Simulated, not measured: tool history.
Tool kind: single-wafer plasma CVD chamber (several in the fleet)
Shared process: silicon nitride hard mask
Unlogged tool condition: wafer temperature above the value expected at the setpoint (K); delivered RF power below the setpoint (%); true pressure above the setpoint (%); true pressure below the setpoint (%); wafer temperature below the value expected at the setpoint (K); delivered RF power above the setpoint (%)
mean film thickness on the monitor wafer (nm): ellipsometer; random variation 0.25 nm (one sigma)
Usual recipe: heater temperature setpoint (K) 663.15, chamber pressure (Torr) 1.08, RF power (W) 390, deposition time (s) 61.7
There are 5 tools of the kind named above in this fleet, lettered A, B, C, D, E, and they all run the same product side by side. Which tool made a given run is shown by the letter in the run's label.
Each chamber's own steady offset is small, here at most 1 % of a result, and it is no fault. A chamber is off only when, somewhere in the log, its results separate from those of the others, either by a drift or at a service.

run	hour	heater temperature setpoint (K)	chamber pressure (Torr)	RF power (W)	deposition time (s)	hours since the last thermocouple change	hours since the last RF generator calibration	hours since the last manometer calibration	read-back reference wafer on the same gauge, thickness_nm	mean film thickness on the monitor wafer (nm)
# hour 1: chamber E: thermocouple changed; heater temperature recalibrated
1E	11.2	663.15	1.08	390	61.7	10.2	293.7	834.3	83.259	74.419
2D	18.5	663.15	1.08	390	61.7	1691.7	491.2	1886.4	83.262	74.133
3C	26.6	663.15	1.08	390	61.7	2032.6	28.3	441.5	83.186	74.778
4B	36.3	663.15	1.08	390	61.7	826.6	573.1	753.7	83.23	74.402
5A	47.4	663.15	1.08	390	61.7	1191.5	1371.7	1525.9	83.255	74.912
6D	59.7	663.15	1.08	350	70.7	1732.9	532.4	1927.6	83.23	79.421
7E	70.5	663.15	1.08	350	70.7	69.5	353	893.6	83.2	78.984
8C	80.9	663.15	1.08	350	70.7	2086.9	82.6	495.8	83.194	80.154
9B	92.2	663.15	1.08	350	70.7	882.5	629	809.6	83.228	79.425
10A	107.3	663.15	1.08	350	70.7	1251.4	1431.6	1585.8	83.219	79.891
11A	122.8	663.15	1.08	390	61.7	1266.9	1447.1	1601.3	83.236	74.925
12C	134.2	663.15	1.08	390	61.7	2140.2	135.9	549.1	83.151	74.868
13E	140.9	663.15	1.08	390	61.7	139.9	423.4	964	83.261	74.302
14D	153.2	663.15	1.08	390	61.7	1826.4	625.9	2021.1	83.234	74.089
15B	166.1	663.15	0.9	390	61.7	956.4	702.9	883.5	83.18	69.132
16A	178.6	663.15	0.9	390	61.7	1322.7	1502.9	1657.1	83.167	70.25
17D	193.5	663.15	0.9	390	61.7	1866.7	666.2	2061.4	83.237	69.286
18E	204.6	663.15	0.9	390	61.7	203.6	487.1	1027.7	83.203	69.408
19C	212.3	663.15	0.9	390	61.7	2218.3	214	627.2	83.209	70.14
20B	224.3	663.15	1.08	390	61.7	1014.6	761.1	941.7	83.107	73.391
21D	231.5	663.15	1.08	390	61.7	1904.7	704.2	2099.4	83.173	73.948
22E	239.6	663.15	1.08	390	61.7	238.6	522.1	1062.7	83.209	73.877
# hour 249.4: chamber A: thermocouple changed; heater temperature recalibrated
23A	254.4	663.15	1.08	390	61.7	5.1	1578.7	1732.9	83.132	74.813
24B	268.1	663.15	1.08	390	61.7	1058.4	804.9	985.5	83.261	72.172
25C	279.8	663.15	1.08	390	61.7	2285.8	281.5	694.7	83.199	74.647
26B	294.2	663.15	1.08	390	61.7	1084.5	831	1011.6	83.205	72.557
27A	307.9	674.15	1.08	390	50.3	58.6	1632.2	1786.4	83.227	60.694
28C	319	674.15	1.08	390	50.3	2325	320.7	733.9	83.127	60.45
29E	329.5	674.15	1.08	390	50.3	328.5	612	1152.6	83.232	60.204
30D	344.7	674.15	1.08	390	50.3	2017.9	817.4	2212.6	83.22	60.187
31C	358.1	674.15	1.08	390	50.3	2364.1	359.8	773	83.196	60.558
32E	367	663.15	1.08	390	61.7	366	649.5	1190.1	83.172	74.142
33D	381.4	663.15	1.08	390	50.1	2054.6	854.1	2249.3	83.204	59.73

Each of the 5 chambers runs these same settings next. Fill in every chamber's results:
34A	392.5	663.15	1.08	390	61.7					?
34B	392.5	663.15	1.08	390	61.7					?
34C	392.5	663.15	1.08	390	61.7					?
34D	392.5	663.15	1.08	390	61.7					?
34E	392.5	663.15	1.08	390	61.7					?

run	mean film thickness on the monitor wafer (nm)
34A	74.526
34B	71.853
34C	74.999
34D	73.641
34E	73.786
